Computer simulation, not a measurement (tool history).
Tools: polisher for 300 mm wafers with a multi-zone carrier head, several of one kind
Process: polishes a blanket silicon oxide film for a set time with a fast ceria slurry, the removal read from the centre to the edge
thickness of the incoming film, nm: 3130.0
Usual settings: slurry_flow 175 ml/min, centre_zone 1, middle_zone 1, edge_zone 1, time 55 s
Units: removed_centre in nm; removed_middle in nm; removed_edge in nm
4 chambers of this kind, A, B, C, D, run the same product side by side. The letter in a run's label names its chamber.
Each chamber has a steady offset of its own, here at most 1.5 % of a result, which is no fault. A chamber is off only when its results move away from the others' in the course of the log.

run	day	slurry_flow	centre_zone	middle_zone	edge_zone	time	removed_centre	removed_middle	removed_edge
# day 0.179: chamber B: centre zone pressure recalibrated
1D	0.238	175	1	1	1	55	795.39	804.69	795.18
2B	0.492	175	1	1	1	55	794.61	792.06	788.11
3C	0.712	175	1	1	1	55	790.51	796.56	783.62
4A	1.05	175	1	1	1	55	795.54	791.26	781.26
5C	1.304	175	1	1	1	55	784.7	789.46	787.79
6A	1.629	175	1	1	1	55	781.5	782.51	783.35
# day 1.754: chamber B: worn pad replaced by a new one
7B	2	175	1	1	1	55	810.84	789.72	786.77
# day 2.012: chamber A: worn pad replaced by a new one
8D	2.375	175	1	1	1	55	780.66	803.94	797.96
9A	2.771	175	1	1	1	55	785.47	769.2	795.4
10B	3.146	175	1	1	1	55	798.52	794.12	783.1
11C	3.546	175	1	1	1	55	765.51	758.92	776.49
12D	3.95	175	1	1	1	55	790.03	795.46	789.35
13C	4.346	175	1	1	1	55	749.09	783.09	759.53
14A	4.579	175	1	1	1	55	779.75	776.74	798.39
# day 4.862: chamber B: slurry nozzle cleaned
15D	5.008	175	1	1	1	55	782.25	806.53	783.73
16B	5.25	175	1	1	1	55	790.05	785.32	800.77
# day 5.438: chamber D: worn pad replaced by a new one
17B	5.679	175	1	1	1	55	797.7	787.9	777.74
# day 5.8: chamber B: edge zone pressure recalibrated
# day 5.921: chamber B: worn pad replaced by a new one
18A	6.125	175	1	1	1	55	794.91	776.32	785.74
# day 6.183: chamber D: slurry nozzle cleaned
# day 6.292: chamber A: worn pad replaced by a new one
19D	6.358	175	1	1	1	55	800.66	796.5	786.36
20C	6.65	130	0.9	1	1	55	622.7	714	712.05
21A	7.05	130	0.9	1	1	55	646.62	732.76	768
# day 7.45: chamber C: slurry nozzle cleaned
22B	7.492	130	0.9	1	1	55	666.52	762.34	755.45
# day 7.554: chamber A: slurry nozzle cleaned
23C	7.812	130	0.9	1	1	55	609.43	690.09	697.76
24D	8.121	175	1	1	1	38	533.21	549.96	546.96
25B	8.338	175	1	1	1	38	560.51	551.43	542.31
26D	8.708	175	1	1	1	38	538.81	551.86	548
27A	9.1	175	1	1	1	38	549.34	539.01	539.47

Is one chamber off against the others, does the gauge drift, or is nothing wrong? If a chamber is off, say which, and what the likeliest cause is.

Chamber C drifts away from the others.
Cause: removal rate lost through wear of the pad, % = 8.99.

Here are 4 candidates for chamber C's next run, each the usual settings with a change, their results left as question marks. Which one brings its results back in line with what the others give on the usual settings?
In line means no further than this from the other chambers' mean on the usual settings: removed_centre 39 nm; removed_middle 23 nm; removed_edge 25 nm
28C-1	9.425	175	1	1	1	57	?	?	?
28C-2	9.425	175	1	1	1	53	?	?	?
28C-3	9.425	175	1	1	1	50	?	?	?
28C-4	9.425	175	1	1	1	60	?	?	?

The other chambers' mean on the usual settings: removed_centre 788.84 nm; removed_middle 791.9 nm; removed_edge 789.66 nm
run	removed_centre	removed_middle	removed_edge
28C-1	741.24	748.56	747.22
28C-2	689.22	696.03	694.79
28C-3	650.21	656.63	655.46
28C-4	780.25	787.96	786.55
28C-4 brings the chamber back in line.
